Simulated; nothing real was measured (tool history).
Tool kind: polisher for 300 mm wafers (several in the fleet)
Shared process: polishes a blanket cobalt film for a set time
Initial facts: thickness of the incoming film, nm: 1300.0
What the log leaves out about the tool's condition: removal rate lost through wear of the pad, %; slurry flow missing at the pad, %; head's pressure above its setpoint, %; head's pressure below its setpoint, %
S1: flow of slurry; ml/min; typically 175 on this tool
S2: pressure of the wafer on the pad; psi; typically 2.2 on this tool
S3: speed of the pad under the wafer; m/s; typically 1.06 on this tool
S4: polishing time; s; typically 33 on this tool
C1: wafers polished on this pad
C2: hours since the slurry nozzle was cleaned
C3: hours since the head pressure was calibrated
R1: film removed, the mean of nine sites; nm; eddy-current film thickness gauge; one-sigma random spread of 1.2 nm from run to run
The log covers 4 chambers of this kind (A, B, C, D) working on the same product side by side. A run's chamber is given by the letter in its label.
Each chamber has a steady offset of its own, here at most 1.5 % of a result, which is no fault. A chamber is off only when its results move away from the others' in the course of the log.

run     day   S1   S2    S3  S4    C1     C2      C3      R1
      0.183  -- chamber B: worn pad replaced by a new one
 1B   0.533  175  2.2  1.06  33   112     66   692.8  164.38
      0.562  -- chamber A: worn pad replaced by a new one
 2A   1.017  175  2.2  1.06  33   145  407.3   414.2  163.25
 3C   1.308  175  2.2  1.06  33  1188  255.9   104.5  162.97
      1.429  -- chamber C: worn pad replaced by a new one
 4D   1.788  175  2.2  1.06  33  1112  168.2   202.2  162.12
 5A   2.067  175  2.2  1.06  33   479  432.5   439.4  163.61
        2.2  -- chamber D: worn pad replaced by a new one
 6C   2.392  205  2.2  0.84  33   306  281.9   130.5  131.73
 7B   2.846  205  2.2  0.84  33   847  121.5   748.3  131.85
 8D   3.296  205  2.2  0.84  33   349  204.4   238.4  131.08
      3.346  -- chamber B: worn pad replaced by a new one
 9C   3.838  205  2.2  0.84  33   766  316.6   165.2  130.36
      3.871  -- chamber A: worn pad replaced by a new one
10B   4.112  175  2.2  1.06  33   244  151.9   778.7  160.31
11D   4.492  175  2.2  1.06  33   730  233.1   267.1  158.16
12A   4.975  175  2.2  1.06  33   352  502.3   509.2  160.74
13D     5.5  175  2.9  1.06  33  1050  257.3   291.3  210.03
      5.788  -- chamber C: worn pad replaced by a new one
14A   5.854  175  2.9  1.06  33   632  523.4   530.3  217.77
      5.954  -- chamber D: worn pad replaced by a new one
15C   6.433  175  2.9  1.06  33   205  378.9   227.5  214.78
      6.796  -- chamber A: head pressure recalibrated
      6.871  -- chamber B: worn pad replaced by a new one
16B   6.879  175  2.9  1.06  33     2  218.3   845.1  214.56
17C   7.171  175  2.2  1.06  33   440  396.6   245.2  161.78
      7.392  -- chamber A: worn pad replaced by a new one
18A   7.696  175  1.5  1.06  33    97  567.6    21.7  113.34
19D   8.112  175  1.5  1.06  33   687    320     354  108.49
20B   8.567  175  1.5  1.06  33   539  258.8   885.6   110.6
21A    9.15  175  1.5  1.06  33   560  602.5    56.6  113.17
      9.317  -- chamber C: slurry nozzle cleaned
      9.412  -- chamber D: worn pad replaced by a new one
      9.579  -- chamber C: worn pad replaced by a new one
      9.683  -- chamber A: slurry nozzle cleaned
22C   9.721  175  2.2  1.06  33    45    9.8   306.4  161.88
23B  10.096  175  2.2  1.06  33  1025  295.5   922.3  159.74
     10.333  -- chamber B: slurry nozzle cleaned
24D  10.508  175  2.2  1.06  33   349  377.5   411.5  156.93
     10.629  -- chamber B: worn pad replaced by a new one
25B  11.088  175  2.2  1.06  33   146   18.1   946.1  161.32
     11.229  -- chamber A: worn pad replaced by a new one
26A  11.375  175  2.2  1.06  33    47   40.7     110  164.68
27C  11.721  175  2.2  1.06  33   681   57.8   354.4  163.98
28D  12.267  175  2.2  1.06  33   908  419.7   453.7  157.07
29A  12.521  175  2.2  1.06  33   411   68.2   137.5  162.68
     12.738  -- chamber D: worn pad replaced by a new one
30C  12.854  175  2.2  1.06  33  1042     85   381.6  163.77
31B  13.312  175  2.2  1.06  33   854   71.5   999.5  163.31
     13.479  -- chamber C: worn pad replaced by a new one
     13.721  -- chamber B: worn pad replaced by a new one
32D  13.788  215  2.2  0.86  33   334  456.2   490.2  131.47
33B  14.054  215  2.2  0.86  33   106   89.3  1017.3  136.65
34C  14.633  215  2.2  0.86  33   368  127.7   424.3  136.24
     15.154  -- chamber A: worn pad replaced by a new one
35D  15.196  215  2.2  0.86  33   782    490     524  131.34
36A  15.596  175  2.2  1.06  33   141    142   211.3  164.81
37B  16.108  175  2.2  1.06  33   759  138.6  1066.6  161.66
     16.396  -- chamber D: worn pad replaced by a new one
38C  16.588  175  2.2  1.06  33   989  174.6   471.2  161.75
39D  17.088  175  2.2  1.06  33   221  535.4   569.4  150.45

Which is it: a chamber that has drifted or been left off by a service, a gauge drift common to all chambers, or only each chamber's usual small offset? If a chamber is off, name it and its likeliest cause.

Chamber D drifts away from the others.
Cause: slurry flow missing at the pad, % = 30.9.
From this log alone, it may not be told apart from: head's pressure below its setpoint, %.

Which of the 4 candidates below, each the usual settings with something changed and its results left as question marks, puts chamber D back in line with what the other chambers give on the usual settings?
Maximum distance from the other chambers' mean on the usual settings for a result to count as in line: R1 4.3 nm
40D-1  17.504  175  2.2   1.1  34               ?
40D-2  17.504  175  2.2  1.06  31               ?
40D-3  17.504  175  2.2  1.06  32               ?
40D-4  17.504  175  2.2  1.08  33               ?

The other chambers' mean on the usual settings: R1 163.14 nm
  run      R1
40D-1  162.15
40D-2  142.55
40D-3  147.14
40D-4  154.56
The answer is 40D-1, which returns the chamber to within the allowed miss of the others.

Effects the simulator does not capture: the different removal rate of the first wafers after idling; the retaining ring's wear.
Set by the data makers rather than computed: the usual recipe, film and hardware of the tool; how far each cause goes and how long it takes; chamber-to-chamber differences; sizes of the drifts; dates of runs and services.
